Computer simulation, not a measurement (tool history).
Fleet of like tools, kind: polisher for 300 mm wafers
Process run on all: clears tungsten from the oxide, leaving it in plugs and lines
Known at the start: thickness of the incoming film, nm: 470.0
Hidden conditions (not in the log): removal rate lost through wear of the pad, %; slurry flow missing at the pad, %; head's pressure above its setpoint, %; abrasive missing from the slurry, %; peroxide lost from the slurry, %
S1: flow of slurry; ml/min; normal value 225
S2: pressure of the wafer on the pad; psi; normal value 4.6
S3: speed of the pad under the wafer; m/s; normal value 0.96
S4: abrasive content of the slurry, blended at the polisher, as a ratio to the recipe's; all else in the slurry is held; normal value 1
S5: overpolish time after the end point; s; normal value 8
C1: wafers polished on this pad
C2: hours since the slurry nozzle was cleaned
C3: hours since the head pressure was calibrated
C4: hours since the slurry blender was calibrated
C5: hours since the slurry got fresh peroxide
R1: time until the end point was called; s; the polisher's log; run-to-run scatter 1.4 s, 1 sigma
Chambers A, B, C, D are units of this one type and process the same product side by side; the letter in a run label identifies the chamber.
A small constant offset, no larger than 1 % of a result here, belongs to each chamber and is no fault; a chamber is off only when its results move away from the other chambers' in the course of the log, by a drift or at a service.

At day 0.029: chamber B: slurry blender recalibrated.
Run 1B, day 0.342: usual settings; C1 567; C2 277.9; C3 1205.4; C4 7.5; C5 104.4. Result: R1 75.741 s.
At day 0.371: chamber A: slurry tank refilled with fresh slurry and peroxide.
At day 0.383: chamber C: worn pad replaced by a new one.
At day 0.521: chamber A: worn pad replaced by a new one.
Run 2A, day 0.542: usual settings; C1 6; C2 466; C3 647.2; C4 108.1; C5 4.2. Result: R1 78.23 s.
Run 3C, day 0.729: usual settings; C1 96; C2 386.4; C3 619; C4 168.7; C5 101. Result: R1 79.401 s.
At day 0.788: chamber B: worn pad replaced by a new one.
Run 4D, day 0.929: usual settings; C1 755; C2 854; C3 356.4; C4 127; C5 37.6. Result: R1 78.626 s.
Run 5C, day 1.104: usual settings; C1 200; C2 395.4; C3 628; C4 177.7; C5 110. Result: R1 77.843 s.
At day 1.133: chamber D: slurry nozzle cleaned.
Run 6D, day 1.283: usual settings; C1 853; C2 3.6; C3 364.9; C4 135.5; C5 46.1. Result: R1 76.902 s.
Run 7A, day 1.525: usual settings; C1 279; C2 489.6; C3 670.8; C4 131.7; C5 27.8. Result: R1 80.86 s.
At day 1.592: chamber D: worn pad replaced by a new one.
Run 8B, day 1.867: usual settings; C1 298; C2 314.5; C3 1242; C4 44.1; C5 141. Result: R1 79.585 s.
Run 9D, day 2.221: usual settings; C1 175; C2 26.1; C3 387.4; C4 158; C5 68.6. Result: R1 76.102 s.
Run 10C, day 2.475: usual settings; C1 580; C2 428.3; C3 660.9; C4 210.6; C5 142.9. Result: R1 76.711 s.
Run 11B, day 2.638: usual settings; C1 512; C2 333; C3 1260.5; C4 62.6; C5 159.5. Result: R1 77.496 s.
At day 2.683: chamber C: worn pad replaced by a new one.
At day 2.788: chamber B: worn pad replaced by a new one.
At day 2.85: chamber B: head pressure recalibrated.
Run 12A, day 2.858: usual settings; C1 648; C2 521.6; C3 702.8; C4 163.7; C5 59.8. Result: R1 78.618 s.
At day 2.896: chamber B: slurry tank refilled with fresh slurry and peroxide.
Run 13B, day 3.196: usual settings; C1 113; C2 346.4; C3 8.3; C4 76; C5 7.2. Result: R1 78.269 s.
At day 3.417: chamber C: slurry tank refilled with fresh slurry and peroxide.
Run 14C, day 3.529: usual settings; C1 234; C2 453.6; C3 686.2; C4 235.9; C5 2.7. Result: R1 77.223 s.
Run 15D, day 3.792: usual settings; C1 610; C2 63.8; C3 425.1; C4 195.7; C5 106.3. Result: R1 79.915 s.
Run 16A, day 4.054: usual settings; C1 979; C2 550.3; C3 731.5; C4 192.4; C5 88.5. Result: R1 77.539 s.
At day 4.167: chamber A: worn pad replaced by a new one.
Run 17D, day 4.221: usual settings; C1 729; C2 74.1; C3 435.4; C4 206; C5 116.6. Result: R1 79.916 s.
At day 4.242: chamber A: slurry tank refilled with fresh slurry and peroxide.
At day 4.308: chamber D: slurry blender recalibrated.
Run 18C, day 4.579: usual settings; C1 525; C2 478.8; C3 711.4; C4 261.1; C5 27.9. Result: R1 78.821 s.
Run 19A, day 4.892: usual settings but S4 1.2, S5 4 s; C1 201; C2 570.4; C3 751.6; C4 212.5; C5 15.7. Result: R1 76.204 s.
At day 5.071: chamber B: worn pad replaced by a new one.
Run 20B, day 5.221: usual settings but S4 1.2, S5 4 s; C1 41; C2 395; C3 56.9; C4 124.6; C5 55.8. Result: R1 73.415 s.
At day 5.383: chamber C: worn pad replaced by a new one.
At day 5.55: chamber D: slurry tank refilled with fresh slurry and peroxide.
Run 21A, day 5.562: usual settings but S4 1.2, S5 4 s; C1 387; C2 586.5; C3 767.7; C4 228.6; C5 31.8. Result: R1 71.839 s.
Run 22B, day 5.808: usual settings but S4 1.2, S5 4 s; C1 204; C2 409.1; C3 71; C4 138.7; C5 69.9. Result: R1 74.477 s.
Run 23D, day 6.029: usual settings; C1 1229; C2 117.5; C3 478.8; C4 41.4; C5 11.5. Result: R1 76.401 s.
At day 6.138: chamber D: worn pad replaced by a new one.
Run 24C, day 6.325: usual settings but S4 0.75, S5 10 s; C1 261; C2 520.7; C3 753.3; C4 303; C5 69.8. Result: R1 86.661 s.
Run 25A, day 6.596: usual settings but S4 0.75, S5 10 s; C1 673; C2 611.3; C3 792.5; C4 253.4; C5 56.6. Result: R1 83.451 s.
Run 26C, day 6.904: usual settings but S4 0.75, S5 10 s; C1 421; C2 534.6; C3 767.2; C4 316.9; C5 83.7. Result: R1 83.017 s.
At day 7.221: chamber D: head pressure recalibrated.
Run 27B, day 7.233: usual settings but S4 0.75, S5 10 s; C1 599; C2 443.3; C3 105.2; C4 172.9; C5 104.1. Result: R1 84.239 s.
At day 7.4: chamber B: worn pad replaced by a new one.
Run 28D, day 7.412: usual settings; C1 353; C2 150.7; C3 4.6; C4 74.6; C5 44.7. Result: R1 77.776 s.
At day 7.708: chamber A: slurry tank refilled with fresh slurry and peroxide.
Run 29A, day 7.729: usual settings; C1 987; C2 638.5; C3 819.7; C4 280.6; C5 0.5. Result: R1 78.284 s.
At day 7.933: chamber C: worn pad replaced by a new one.
Run 30B, day 7.946: usual settings; C1 151; C2 460.4; C3 122.3; C4 190; C5 121.2. Result: R1 76.177 s.
At day 8.1: chamber A: worn pad replaced by a new one.
Run 31D, day 8.246: usual settings; C1 584; C2 170.7; C3 24.6; C4 94.6; C5 64.7. Result: R1 77.748 s.
Run 32C, day 8.488: usual settings; C1 154; C2 572.6; C3 805.2; C4 354.9; C5 121.7. Result: R1 77.763 s.
Run 33C, day 8.804: usual settings; C1 241; C2 580.2; C3 812.8; C4 362.5; C5 129.3. Result: R1 80.364 s.
Run 34A, day 9.004: usual settings; C1 250; C2 669.1; C3 850.3; C4 311.2; C5 31.1. Result: R1 77.32 s.
Run 35B, day 9.208: usual settings; C1 501; C2 490.7; C3 152.6; C4 220.3; C5 151.5. Result: R1 80.457 s.
At day 9.225: chamber C: slurry tank refilled with fresh slurry and peroxide.
Run 36D, day 9.525: usual settings; C1 938; C2 201.4; C3 55.3; C4 125.3; C5 95.4. Result: R1 78.464 s.
At day 9.654: chamber D: worn pad replaced by a new one.
At day 9.679: chamber B: worn pad replaced by a new one.
At day 9.738: chamber B: slurry tank refilled with fresh slurry and peroxide.
Run 37D, day 9.812: usual settings; C1 44; C2 208.3; C3 62.2; C4 132.2; C5 102.3. Result: R1 79.305 s.
Run 38A, day 10.017: usual settings; C1 531; C2 693.4; C3 874.6; C4 335.5; C5 55.4. Result: R1 78.158 s.
Run 39B, day 10.379: usual settings but S1 185 ml/min; C1 194; C2 518.8; C3 180.7; C4 248.4; C5 15.5. Result: R1 82.266 s.
At day 10.404: chamber C: worn pad replaced by a new one.
Run 40C, day 10.612: usual settings but S1 185 ml/min; C1 58; C2 623.6; C3 856.2; C4 405.9; C5 33.4. Result: R1 82.084 s.

Predict what each chamber gives when all 4 of them run the settings below next.
Run 41A, day 10.875: usual settings but S1 170 ml/min. Result: R1 ?.
Run 41B, day 10.875: usual settings but S1 170 ml/min. Result: R1 ?.
Run 41C, day 10.875: usual settings but S1 170 ml/min. Result: R1 ?.
Run 41D, day 10.875: usual settings but S1 170 ml/min. Result: R1 ?.

run      R1
41A  82.045
41B  82.279
41C  83.445
41D  80.381

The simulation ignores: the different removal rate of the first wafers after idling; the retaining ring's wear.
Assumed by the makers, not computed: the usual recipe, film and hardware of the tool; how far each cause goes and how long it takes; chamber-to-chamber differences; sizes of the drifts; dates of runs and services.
